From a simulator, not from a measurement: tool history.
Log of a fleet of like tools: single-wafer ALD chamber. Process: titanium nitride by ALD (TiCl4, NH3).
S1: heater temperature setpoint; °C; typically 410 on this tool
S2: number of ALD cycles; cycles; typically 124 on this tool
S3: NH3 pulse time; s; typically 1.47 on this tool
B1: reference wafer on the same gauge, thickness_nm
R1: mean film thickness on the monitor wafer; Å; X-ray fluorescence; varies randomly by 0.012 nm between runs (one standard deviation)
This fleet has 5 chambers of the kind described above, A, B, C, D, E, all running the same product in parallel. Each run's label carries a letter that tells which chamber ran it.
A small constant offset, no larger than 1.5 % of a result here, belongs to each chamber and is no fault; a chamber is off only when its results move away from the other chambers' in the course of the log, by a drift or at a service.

{"run": "1B", "day": 0.225, "S1": 410, "S2": 124, "S3": 1.47, "B1": 3.1134, "R1": 27.272}
{"run": "2C", "day": 0.446, "S1": 410, "S2": 124, "S3": 1.47, "B1": 3.1124, "R1": 27.07}
{"run": "3A", "day": 0.625, "S1": 410, "S2": 124, "S3": 1.47, "B1": 3.1107, "R1": 27.235}
{"run": "4E", "day": 0.808, "S1": 410, "S2": 124, "S3": 1.47, "B1": 3.1096, "R1": 26.935}
{"run": "5D", "day": 0.933, "S1": 410, "S2": 124, "S3": 1.47, "B1": 3.1063, "R1": 27.333}
{"run": "6A", "day": 1.175, "S1": 410, "S2": 124, "S3": 1.47, "B1": 3.1113, "R1": 27.199}
{"run": "7E", "day": 1.321, "S1": 410, "S2": 124, "S3": 1.47, "B1": 3.1102, "R1": 26.822}
{"run": "8C", "day": 1.479, "S1": 410, "S2": 124, "S3": 1.47, "B1": 3.111, "R1": 26.999}
{"run": "9D", "day": 1.675, "S1": 410, "S2": 124, "S3": 1.47, "B1": 3.1082, "R1": 27.37}
{"run": "10B", "day": 1.871, "S1": 415, "S2": 131, "S3": 1.47, "B1": 3.1108, "R1": 28.994}
{"run": "11C", "day": 1.996, "S1": 415, "S2": 131, "S3": 1.47, "B1": 3.1113, "R1": 28.829}
{"run": "12E", "day": 2.138, "S1": 415, "S2": 131, "S3": 1.47, "B1": 3.11, "R1": 28.509}
{"run": "13D", "day": 2.396, "S1": 415, "S2": 131, "S3": 1.47, "B1": 3.1151, "R1": 29.07}
{"day": 2.483, "done": "chamber D: thermocouple changed; heater temperature recalibrated"}
{"run": "14B", "day": 2.588, "S1": 415, "S2": 131, "S3": 1.47, "B1": 3.1076, "R1": 28.963}
{"run": "15A", "day": 2.846, "S1": 410, "S2": 124, "S3": 1.47, "B1": 3.1132, "R1": 27.399}
{"run": "16D", "day": 3.029, "S1": 410, "S2": 124, "S3": 1.47, "B1": 3.1071, "R1": 27.369}
{"run": "17B", "day": 3.154, "S1": 410, "S2": 124, "S3": 1.47, "B1": 3.1051, "R1": 27.389}
{"run": "18C", "day": 3.408, "S1": 410, "S2": 124, "S3": 1.47, "B1": 3.1113, "R1": 27.032}
{"run": "19A", "day": 3.667, "S1": 410, "S2": 124, "S3": 1.47, "B1": 3.1113, "R1": 27.227}
{"run": "20E", "day": 3.912, "S1": 410, "S2": 124, "S3": 1.47, "B1": 3.1085, "R1": 26.786}
{"run": "21C", "day": 4.146, "S1": 410, "S2": 137, "S3": 1.47, "B1": 3.1107, "R1": 29.904}
{"run": "22A", "day": 4.4, "S1": 410, "S2": 137, "S3": 1.47, "B1": 3.1106, "R1": 30.03}
{"run": "23B", "day": 4.521, "S1": 410, "S2": 137, "S3": 1.47, "B1": 3.1103, "R1": 30.263}
{"run": "24E", "day": 4.679, "S1": 410, "S2": 137, "S3": 1.47, "B1": 3.1133, "R1": 29.618}
{"run": "25D", "day": 4.867, "S1": 410, "S2": 137, "S3": 1.47, "B1": 3.112, "R1": 30.434}
{"run": "26A", "day": 5.0, "S1": 410, "S2": 124, "S3": 1.47, "B1": 3.1103, "R1": 27.305}
{"run": "27D", "day": 5.217, "S1": 410, "S2": 124, "S3": 1.47, "B1": 3.1077, "R1": 27.343}
{"run": "28C", "day": 5.354, "S1": 410, "S2": 124, "S3": 1.47, "B1": 3.109, "R1": 26.914}
{"run": "29E", "day": 5.504, "S1": 410, "S2": 124, "S3": 1.47, "B1": 3.1086, "R1": 26.684}
{"run": "30B", "day": 5.646, "S1": 410, "S2": 124, "S3": 1.47, "B1": 3.1106, "R1": 27.48}
{"run": "31E", "day": 5.812, "S1": 410, "S2": 124, "S3": 1.68, "B1": 3.1068, "R1": 26.921}
{"run": "32B", "day": 5.967, "S1": 410, "S2": 124, "S3": 1.68, "B1": 3.1084, "R1": 27.238}
{"run": "33C", "day": 6.154, "S1": 410, "S2": 124, "S3": 1.68, "B1": 3.1124, "R1": 27.339}
{"run": "34A", "day": 6.408, "S1": 410, "S2": 124, "S3": 1.68, "B1": 3.1109, "R1": 27.279}
{"run": "35D", "day": 6.554, "S1": 410, "S2": 124, "S3": 1.68, "B1": 3.1079, "R1": 27.853}
{"run": "36C", "day": 6.667, "S1": 410, "S2": 101, "S3": 1.47, "B1": 3.108, "R1": 22.06}
{"run": "37A", "day": 6.804, "S1": 410, "S2": 101, "S3": 1.47, "B1": 3.1105, "R1": 22.206}
{"run": "38B", "day": 6.921, "S1": 410, "S2": 101, "S3": 1.47, "B1": 3.1088, "R1": 22.303}
{"run": "39D", "day": 7.088, "S1": 410, "S2": 101, "S3": 1.47, "B1": 3.1117, "R1": 22.29}
{"run": "40E", "day": 7.271, "S1": 410, "S2": 101, "S3": 1.47, "B1": 3.1133, "R1": 21.878}
{"run": "41D", "day": 7.521, "S1": 410, "S2": 124, "S3": 1.47, "B1": 3.1117, "R1": 27.537}
{"run": "42E", "day": 7.654, "S1": 410, "S2": 124, "S3": 1.47, "B1": 3.1102, "R1": 26.701}
{"run": "43B", "day": 7.833, "S1": 410, "S2": 124, "S3": 1.47, "B1": 3.1118, "R1": 27.246}
{"run": "44C", "day": 8.05, "S1": 410, "S2": 124, "S3": 1.47, "B1": 3.1101, "R1": 27.055}

Next, every chamber runs the same settings. What will each give?
{"run": "45A", "day": 8.238, "S1": 410, "S2": 124, "S3": 1.47, "R1": "?"}
{"run": "45B", "day": 8.238, "S1": 410, "S2": 124, "S3": 1.47, "R1": "?"}
{"run": "45C", "day": 8.238, "S1": 410, "S2": 124, "S3": 1.47, "R1": "?"}
{"run": "45D", "day": 8.238, "S1": 410, "S2": 124, "S3": 1.47, "R1": "?"}
{"run": "45E", "day": 8.238, "S1": 410, "S2": 124, "S3": 1.47, "R1": "?"}

run=45A R1=27.198
run=45B R1=27.286
run=45C R1=26.996
run=45D R1=27.387
run=45E R1=26.713
